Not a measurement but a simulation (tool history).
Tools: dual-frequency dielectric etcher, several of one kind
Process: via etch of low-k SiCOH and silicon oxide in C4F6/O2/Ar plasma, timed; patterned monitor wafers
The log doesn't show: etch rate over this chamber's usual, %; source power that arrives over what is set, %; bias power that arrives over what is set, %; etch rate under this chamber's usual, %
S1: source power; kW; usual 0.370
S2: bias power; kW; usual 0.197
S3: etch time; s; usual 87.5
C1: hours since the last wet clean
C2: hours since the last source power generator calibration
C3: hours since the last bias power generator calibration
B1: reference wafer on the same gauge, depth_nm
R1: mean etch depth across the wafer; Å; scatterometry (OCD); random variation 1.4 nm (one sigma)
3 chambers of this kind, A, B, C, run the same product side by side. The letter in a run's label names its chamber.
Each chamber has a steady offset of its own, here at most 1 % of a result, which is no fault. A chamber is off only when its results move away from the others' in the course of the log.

run 1C hour=5.8 | S1=0.370 S2=0.197 S3=87.5 | C1=156.5 C2=1733.7 C3=497.6 | B1=257.74 | R1=2469.6
run 2A hour=17.3 | S1=0.370 S2=0.197 S3=87.5 | C1=370.6 C2=304.4 C3=2103.3 | B1=257.86 | R1=2461.7
run 3B hour=27.9 | S1=0.370 S2=0.197 S3=87.5 | C1=40.8 C2=1894.6 C3=464.9 | B1=258.00 | R1=2437.2
run 4C hour=40.1 | S1=0.370 S2=0.197 S3=87.5 | C1=190.8 C2=1768.0 C3=531.9 | B1=257.92 | R1=2440.6
run 5B hour=49.6 | S1=0.370 S2=0.197 S3=87.5 | C1=62.5 C2=1916.3 C3=486.6 | B1=257.67 | R1=2416.6
run 6A hour=58.7 | S1=0.370 S2=0.197 S3=87.5 | C1=412.0 C2=345.8 C3=2144.7 | B1=258.13 | R1=2441.4
run 7C hour=70.6 | S1=0.370 S2=0.197 S3=87.5 | C1=221.3 C2=1798.5 C3=562.4 | B1=258.22 | R1=2467.1
run 8B hour=78.6 | S1=0.370 S2=0.197 S3=87.5 | C1=91.5 C2=1945.3 C3=515.6 | B1=257.94 | R1=2434.9
run 9A hour=88.5 | S1=0.370 S2=0.197 S3=87.5 | C1=441.8 C2=375.6 C3=2174.5 | B1=257.86 | R1=2444.4
-- hour=90.9 chamber A: wet clean of the chamber
run 10A hour=94.8 | S1=0.370 S2=0.197 S3=87.5 | C1=4.0 C2=381.9 C3=2180.8 | B1=258.05 | R1=2458.3
run 11B hour=103.8 | S1=0.370 S2=0.197 S3=87.5 | C1=116.7 C2=1970.5 C3=540.8 | B1=257.95 | R1=2400.7
run 12C hour=114.8 | S1=0.370 S2=0.197 S3=87.5 | C1=265.5 C2=1842.7 C3=606.6 | B1=257.91 | R1=2453.8
run 13A hour=120.1 | S1=0.370 S2=0.197 S3=87.5 | C1=29.3 C2=407.2 C3=2206.1 | B1=257.77 | R1=2462.2
run 14B hour=127.0 | S1=0.370 S2=0.197 S3=87.5 | C1=139.9 C2=1993.7 C3=564.0 | B1=257.89 | R1=2417.0
run 15C hour=133.5 | S1=0.370 S2=0.197 S3=87.5 | C1=284.2 C2=1861.4 C3=625.3 | B1=258.37 | R1=2439.2
run 16B hour=141.2 | S1=0.430 S2=0.197 S3=69.5 | C1=154.1 C2=2007.9 C3=578.2 | B1=257.91 | R1=2030.7
run 17C hour=152.8 | S1=0.430 S2=0.197 S3=69.5 | C1=303.5 C2=1880.7 C3=644.6 | B1=258.16 | R1=2088.9
run 18A hour=158.5 | S1=0.430 S2=0.197 S3=69.5 | C1=67.7 C2=445.6 C3=2244.5 | B1=258.07 | R1=2079.7
run 19B hour=164.3 | S1=0.370 S2=0.197 S3=87.5 | C1=177.2 C2=2031.0 C3=601.3 | B1=257.78 | R1=2415.1
run 20C hour=175.1 | S1=0.370 S2=0.197 S3=87.5 | C1=325.8 C2=1903.0 C3=666.9 | B1=257.68 | R1=2440.5
run 21A hour=183.8 | S1=0.370 S2=0.197 S3=87.5 | C1=93.0 C2=470.9 C3=2269.8 | B1=258.26 | R1=2473.4

What goes on in this fleet: one chamber off, a drifting gauge, or nothing beyond the chambers' own small offsets? Name the chamber and the cause, if any.

No chamber stands off beyond its own small offset, and the gauge holds steady.
